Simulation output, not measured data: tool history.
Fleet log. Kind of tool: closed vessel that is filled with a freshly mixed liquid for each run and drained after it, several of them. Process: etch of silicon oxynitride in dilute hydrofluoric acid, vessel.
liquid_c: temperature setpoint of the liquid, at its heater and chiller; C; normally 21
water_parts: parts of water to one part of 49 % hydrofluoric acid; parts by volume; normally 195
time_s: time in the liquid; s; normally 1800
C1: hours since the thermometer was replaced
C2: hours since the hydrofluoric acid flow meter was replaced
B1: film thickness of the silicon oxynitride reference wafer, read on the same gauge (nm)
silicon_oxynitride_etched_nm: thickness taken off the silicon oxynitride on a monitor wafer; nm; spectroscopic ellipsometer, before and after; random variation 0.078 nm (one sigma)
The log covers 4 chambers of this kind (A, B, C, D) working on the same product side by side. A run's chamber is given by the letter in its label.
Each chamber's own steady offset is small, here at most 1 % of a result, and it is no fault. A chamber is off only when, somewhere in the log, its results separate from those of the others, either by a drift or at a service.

{"run": "1D", "hour": 3.7, "liquid_c": 21, "water_parts": 195, "time_s": 1800, "C1": 182.2, "C2": 1215.9, "B1": 130, "silicon_oxynitride_etched_nm": 19.978}
{"run": "2A", "hour": 8.3, "liquid_c": 21, "water_parts": 195, "time_s": 1800, "C1": 1472.1, "C2": 993.9, "B1": 130.03, "silicon_oxynitride_etched_nm": 20.251}
{"run": "3B", "hour": 15.2, "liquid_c": 21, "water_parts": 195, "time_s": 1800, "C1": 2236, "C2": 372.3, "B1": 130, "silicon_oxynitride_etched_nm": 20.165}
{"run": "4C", "hour": 20.1, "liquid_c": 21, "water_parts": 195, "time_s": 1800, "C1": 279.1, "C2": 964.7, "B1": 129.97, "silicon_oxynitride_etched_nm": 19.952}
{"run": "5A", "hour": 24.3, "liquid_c": 21, "water_parts": 195, "time_s": 1800, "C1": 1488.1, "C2": 1009.9, "B1": 130, "silicon_oxynitride_etched_nm": 19.997}
{"run": "6D", "hour": 32.2, "liquid_c": 21, "water_parts": 195, "time_s": 1800, "C1": 210.7, "C2": 1244.4, "B1": 130.01, "silicon_oxynitride_etched_nm": 19.858}
{"run": "7C", "hour": 35.8, "liquid_c": 21, "water_parts": 195, "time_s": 1800, "C1": 294.8, "C2": 980.4, "B1": 129.98, "silicon_oxynitride_etched_nm": 19.743}
{"run": "8B", "hour": 42.8, "liquid_c": 21, "water_parts": 195, "time_s": 1800, "C1": 2263.6, "C2": 399.9, "B1": 130, "silicon_oxynitride_etched_nm": 20.171}
{"run": "9B", "hour": 46.9, "liquid_c": 21, "water_parts": 195, "time_s": 1800, "C1": 2267.7, "C2": 404, "B1": 130.02, "silicon_oxynitride_etched_nm": 20.2}
{"run": "10D", "hour": 52.0, "liquid_c": 21, "water_parts": 195, "time_s": 2160, "C1": 230.5, "C2": 1264.2, "B1": 130, "silicon_oxynitride_etched_nm": 23.957}
{"run": "11A", "hour": 59.0, "liquid_c": 21, "water_parts": 195, "time_s": 2160, "C1": 1522.8, "C2": 1044.6, "B1": 129.98, "silicon_oxynitride_etched_nm": 24.247}
{"run": "12C", "hour": 66.3, "liquid_c": 21, "water_parts": 195, "time_s": 2160, "C1": 325.3, "C2": 1010.9, "B1": 129.99, "silicon_oxynitride_etched_nm": 23.877}
{"run": "13A", "hour": 70.1, "liquid_c": 21, "water_parts": 195, "time_s": 2160, "C1": 1533.9, "C2": 1055.7, "B1": 129.97, "silicon_oxynitride_etched_nm": 24.145}
{"run": "14C", "hour": 78.0, "liquid_c": 21, "water_parts": 195, "time_s": 1800, "C1": 337, "C2": 1022.6, "B1": 130.05, "silicon_oxynitride_etched_nm": 20.028}
{"run": "15B", "hour": 83.5, "liquid_c": 24, "water_parts": 245, "time_s": 1800, "C1": 2304.3, "C2": 440.6, "B1": 130.02, "silicon_oxynitride_etched_nm": 17.746}
{"run": "16D", "hour": 91.1, "liquid_c": 24, "water_parts": 245, "time_s": 1800, "C1": 269.6, "C2": 1303.3, "B1": 129.99, "silicon_oxynitride_etched_nm": 17.478}
{"run": "17B", "hour": 97.3, "liquid_c": 24, "water_parts": 245, "time_s": 1800, "C1": 2318.1, "C2": 454.4, "B1": 130.04, "silicon_oxynitride_etched_nm": 17.809}
{"run": "18D", "hour": 103.5, "liquid_c": 24, "water_parts": 245, "time_s": 1800, "C1": 282, "C2": 1315.7, "B1": 130, "silicon_oxynitride_etched_nm": 17.601}
{"run": "19C", "hour": 109.0, "liquid_c": 21, "water_parts": 195, "time_s": 1800, "C1": 368, "C2": 1053.6, "B1": 129.99, "silicon_oxynitride_etched_nm": 20.146}
{"run": "20A", "hour": 116.2, "liquid_c": 21, "water_parts": 195, "time_s": 1800, "C1": 1580, "C2": 1101.8, "B1": 130.01, "silicon_oxynitride_etched_nm": 20.206}
{"run": "21C", "hour": 121.3, "liquid_c": 21, "water_parts": 195, "time_s": 1800, "C1": 380.3, "C2": 1065.9, "B1": 130.01, "silicon_oxynitride_etched_nm": 20.25}
{"run": "22D", "hour": 128.7, "liquid_c": 21, "water_parts": 195, "time_s": 1800, "C1": 307.2, "C2": 1340.9, "B1": 129.99, "silicon_oxynitride_etched_nm": 19.922}
{"run": "23A", "hour": 133.5, "liquid_c": 21, "water_parts": 195, "time_s": 1800, "C1": 1597.3, "C2": 1119.1, "B1": 130, "silicon_oxynitride_etched_nm": 20.169}
{"run": "24B", "hour": 137.2, "liquid_c": 24, "water_parts": 195, "time_s": 1465, "C1": 2358, "C2": 494.3, "B1": 129.99, "silicon_oxynitride_etched_nm": 18.833}
{"run": "25D", "hour": 141.0, "liquid_c": 24, "water_parts": 195, "time_s": 1465, "C1": 319.5, "C2": 1353.2, "B1": 129.99, "silicon_oxynitride_etched_nm": 18.627}
{"run": "26C", "hour": 147.8, "liquid_c": 24, "water_parts": 195, "time_s": 1465, "C1": 406.8, "C2": 1092.4, "B1": 129.99, "silicon_oxynitride_etched_nm": 19.067}
{"run": "27B", "hour": 153.3, "liquid_c": 24, "water_parts": 195, "time_s": 1465, "C1": 2374.1, "C2": 510.4, "B1": 130.05, "silicon_oxynitride_etched_nm": 18.823}
{"run": "28A", "hour": 157.3, "liquid_c": 21, "water_parts": 195, "time_s": 1800, "C1": 1621.1, "C2": 1142.9, "B1": 129.97, "silicon_oxynitride_etched_nm": 20.103}
{"run": "29D", "hour": 162.6, "liquid_c": 21, "water_parts": 195, "time_s": 1800, "C1": 341.1, "C2": 1374.8, "B1": 130.03, "silicon_oxynitride_etched_nm": 19.805}
{"run": "30A", "hour": 168.1, "liquid_c": 21, "water_parts": 195, "time_s": 1800, "C1": 1631.9, "C2": 1153.7, "B1": 130.02, "silicon_oxynitride_etched_nm": 20.078}
{"run": "31B", "hour": 174.5, "liquid_c": 21, "water_parts": 195, "time_s": 2205, "C1": 2395.3, "C2": 531.6, "B1": 129.98, "silicon_oxynitride_etched_nm": 24.664}
{"run": "32C", "hour": 182.6, "liquid_c": 21, "water_parts": 195, "time_s": 2205, "C1": 441.6, "C2": 1127.2, "B1": 129.97, "silicon_oxynitride_etched_nm": 25.143}
{"run": "33D", "hour": 188.4, "liquid_c": 21, "water_parts": 195, "time_s": 2205, "C1": 366.9, "C2": 1400.6, "B1": 129.98, "silicon_oxynitride_etched_nm": 24.398}
{"run": "34A", "hour": 195.9, "liquid_c": 21, "water_parts": 195, "time_s": 2205, "C1": 1659.7, "C2": 1181.5, "B1": 130.01, "silicon_oxynitride_etched_nm": 24.733}
{"run": "35B", "hour": 202.7, "liquid_c": 21, "water_parts": 195, "time_s": 1800, "C1": 2423.5, "C2": 559.8, "B1": 129.97, "silicon_oxynitride_etched_nm": 20.136}
{"run": "36C", "hour": 209.1, "liquid_c": 21, "water_parts": 195, "time_s": 1800, "C1": 468.1, "C2": 1153.7, "B1": 129.98, "silicon_oxynitride_etched_nm": 20.536}
{"run": "37A", "hour": 212.6, "liquid_c": 21, "water_parts": 195, "time_s": 1800, "C1": 1676.4, "C2": 1198.2, "B1": 129.99, "silicon_oxynitride_etched_nm": 20.082}
{"run": "38C", "hour": 220.1, "liquid_c": 21, "water_parts": 195, "time_s": 1800, "C1": 479.1, "C2": 1164.7, "B1": 130.02, "silicon_oxynitride_etched_nm": 20.671}
{"run": "39B", "hour": 224.9, "liquid_c": 21, "water_parts": 195, "time_s": 1800, "C1": 2445.7, "C2": 582, "B1": 130, "silicon_oxynitride_etched_nm": 20.233}

All chambers now run identical settings, listed one chamber a line with results as question marks. What results will each chamber show?
{"run": "40A", "hour": 230.6, "liquid_c": 25.5, "water_parts": 195, "time_s": 1800, "silicon_oxynitride_etched_nm": "?"}
{"run": "40B", "hour": 230.6, "liquid_c": 25.5, "water_parts": 195, "time_s": 1800, "silicon_oxynitride_etched_nm": "?"}
{"run": "40C", "hour": 230.6, "liquid_c": 25.5, "water_parts": 195, "time_s": 1800, "silicon_oxynitride_etched_nm": "?"}
{"run": "40D", "hour": 230.6, "liquid_c": 25.5, "water_parts": 195, "time_s": 1800, "silicon_oxynitride_etched_nm": "?"}

run=40A silicon_oxynitride_etched_nm=24.731
run=40B silicon_oxynitride_etched_nm=24.606
run=40C silicon_oxynitride_etched_nm=25.479
run=40D silicon_oxynitride_etched_nm=24.467
